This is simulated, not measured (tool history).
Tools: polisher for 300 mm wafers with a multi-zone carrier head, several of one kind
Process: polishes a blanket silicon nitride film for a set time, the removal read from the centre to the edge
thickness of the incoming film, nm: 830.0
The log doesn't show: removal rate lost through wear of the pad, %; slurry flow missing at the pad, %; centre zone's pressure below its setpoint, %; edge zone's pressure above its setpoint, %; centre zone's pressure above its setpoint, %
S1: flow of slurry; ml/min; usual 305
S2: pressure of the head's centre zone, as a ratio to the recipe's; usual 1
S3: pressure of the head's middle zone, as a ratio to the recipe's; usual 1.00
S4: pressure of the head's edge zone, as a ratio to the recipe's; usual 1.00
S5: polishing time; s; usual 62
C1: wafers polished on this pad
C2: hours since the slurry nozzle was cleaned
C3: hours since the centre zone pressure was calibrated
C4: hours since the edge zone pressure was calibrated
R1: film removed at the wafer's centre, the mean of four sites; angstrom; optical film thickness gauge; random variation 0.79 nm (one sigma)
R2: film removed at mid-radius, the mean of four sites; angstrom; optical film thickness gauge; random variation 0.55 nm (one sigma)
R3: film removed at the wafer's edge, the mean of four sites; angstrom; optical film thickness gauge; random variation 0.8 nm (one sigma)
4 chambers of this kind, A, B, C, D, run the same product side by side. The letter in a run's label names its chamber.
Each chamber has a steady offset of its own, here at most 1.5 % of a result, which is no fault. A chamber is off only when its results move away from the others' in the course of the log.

run	hour	S1	S2	S3	S4	S5	C1	C2	C3	C4	R1	R2	R3
1C	5.9	305	1	1.00	1.00	62	694	132.2	260.2	175.9	772.03	792.45	766.62
2B	15.1	305	1	1.00	1.00	62	636	31.4	173.1	204.0	781.08	795.80	763.93
# hour 19.3: chamber C: worn pad replaced by a new one
3A	25.5	305	1	1.00	1.00	62	1127	139.0	1307.7	278.0	785.12	788.01	771.28
# hour 28.2: chamber D: worn pad replaced by a new one
4D	31.5	305	1	1.00	1.00	62	39	346.4	886.4	136.6	788.05	789.68	790.13
5D	39.8	305	1	1.00	1.00	62	137	354.7	894.7	144.9	774.03	791.77	770.48
6B	47.3	305	1	1.00	1.00	62	1015	63.6	205.3	236.2	787.30	786.86	783.38
# hour 53.5: chamber D: centre zone pressure recalibrated
7C	56.0	305	1	1.00	1.00	62	433	182.3	310.3	226.0	750.71	784.58	772.10
8A	61.7	305	1	1.00	1.00	62	1553	175.2	1343.9	314.2	788.08	783.75	787.38
# hour 62.2: chamber A: worn pad replaced by a new one
9A	67.2	305	1	1.00	0.91	49	59	180.7	1349.4	319.7	622.61	621.87	589.82
# hour 73.8: chamber C: worn pad replaced by a new one
10C	74.0	305	1	1.00	0.91	49	2	200.3	328.3	244.0	603.35	616.55	584.38
11D	82.9	305	1	1.00	0.91	49	645	397.8	29.4	188.0	616.74	623.36	593.34
12B	91.1	305	1	1.00	0.91	49	1531	107.4	249.1	280.0	612.61	615.67	598.29
13C	96.7	305	1	1.00	1.00	62	270	223.0	351.0	266.7	782.78	783.71	778.62
# hour 102.3: chamber B: worn pad replaced by a new one
14A	104.4	305	1	1.00	1.00	62	497	217.9	1386.6	356.9	773.84	778.07	771.60
# hour 104.5: chamber D: worn pad replaced by a new one
# hour 110.7: chamber C: slurry nozzle cleaned
15D	110.9	305	1	1.00	1.00	62	76	425.8	57.4	216.0	782.43	784.99	772.26
# hour 115.3: chamber B: edge zone pressure recalibrated
16B	116.1	305	1	1.00	1.00	62	163	132.4	274.1	0.8	775.96	791.05	763.36
17B	125.8	305	1	1.00	1.00	62	277	142.1	283.8	10.5	781.00	796.77	787.87
18C	131.1	305	1	1.00	1.00	62	675	20.5	385.4	301.1	780.73	787.43	777.86
19D	137.5	305	1	1.00	1.00	62	389	452.4	84.0	242.6	769.24	790.60	780.85
# hour 137.8: chamber A: centre zone pressure recalibrated
20A	142.2	305	1	1.00	1.00	62	942	255.7	4.5	394.7	679.04	782.83	781.91
# hour 142.5: chamber C: worn pad replaced by a new one
21A	151.0	305	1	1.00	1.00	69	1046	264.5	13.3	403.5	761.18	875.01	891.51
22B	157.4	305	1	1.00	1.00	69	649	173.7	315.4	42.1	884.68	885.22	862.19
23D	167.9	305	1	1.00	1.00	69	747	482.8	114.4	273.0	874.65	879.71	859.10
24C	174.4	305	1	1.00	1.00	69	376	63.8	428.7	344.4	859.71	868.32	871.50
# hour 180.4: chamber D: worn pad replaced by a new one
25D	181.3	305	1	1.00	1.00	62	11	496.2	127.8	286.4	774.64	777.66	777.62
26C	186.5	305	1	1.00	1.00	62	518	75.9	440.8	356.5	778.92	776.68	783.91
27B	193.8	305	1	1.00	1.00	62	1078	210.1	351.8	78.5	791.99	793.66	770.15
28A	198.6	305	1	1.00	1.00	62	1606	312.1	60.9	451.1	687.82	784.81	782.66
# hour 202.2: chamber A: worn pad replaced by a new one
# hour 204.4: chamber C: worn pad replaced by a new one
29B	206.4	305	1	1.00	1.00	62	1226	222.7	364.4	91.1	794.48	798.78	781.49
30D	215.0	305	1	1.00	1.00	62	408	529.9	161.5	320.1	775.69	782.14	783.49
31C	222.4	305	1	1.00	1.00	62	213	111.8	476.7	392.4	755.80	787.27	773.40
32A	229.5	305	1	1.00	1.00	62	321	343.0	91.8	482.0	690.61	790.77	788.26
33C	237.2	305	1	1.00	1.00	62	387	126.6	491.5	407.2	765.54	780.61	781.33
# hour 237.8: chamber B: worn pad replaced by a new one
34A	244.9	305	1	1.00	1.00	47	503	358.4	107.2	497.4	510.08	593.56	584.39
# hour 253.2: chamber D: edge zone pressure recalibrated
35D	253.4	305	1	1.00	1.00	47	860	568.3	199.9	0.2	604.77	599.38	581.02
# hour 259.8: chamber A: edge zone pressure recalibrated
36B	260.8	305	1	1.00	1.00	47	271	277.1	418.8	145.5	601.37	592.81	599.70
37A	265.9	305	1	1.00	1.00	47	750	379.4	128.2	6.1	524.32	591.21	598.01
# hour 270.9: chamber C: worn pad replaced by a new one
38C	274.7	305	1	1.00	1.00	62	44	164.1	529.0	444.7	778.92	771.93	782.71
# hour 275.3: chamber D: worn pad replaced by a new one
39B	283.7	355	1	0.93	1.00	62	541	300.0	441.7	168.4	796.67	743.30	763.40
40D	293.1	355	1	0.93	1.00	62	210	608.0	239.6	39.9	779.53	750.71	788.36

Is one chamber off against the others, does the gauge drift, or is nothing wrong? If a chamber is off, say which, and what the likeliest cause is.

A service left chamber A off against the others.
Cause: centre zone's pressure below its setpoint, % = 11.1.

Here are 4 candidates for chamber A's next run, each the usual settings with a change, their results left as question marks. Which one brings its results back in line with what the others give on the usual settings?
In line means no further than this from the other chambers' mean on the usual settings: R1 28.00 angstrom; R2 19.00 angstrom; R3 28.00 angstrom
41A-1	300.7	310	1.09	0.99	0.96	63					?	?	?
41A-2	300.7	315	1.16	0.98	0.94	64					?	?	?
41A-3	300.7	300	0.91	1.01	1.04	61					?	?	?
41A-4	300.7	295	0.85	1.02	1.06	61					?	?	?

The other chambers' mean on the usual settings: R1 776.39 angstrom; R2 786.36 angstrom; R3 778.20 angstrom
run	R1	R2	R3
41A-1	766.06	789.40	776.92
41A-2	835.19	795.54	781.65
41A-3	603.32	776.47	782.92
41A-4	557.02	782.35	789.98
41A-1 brings the chamber back in line.
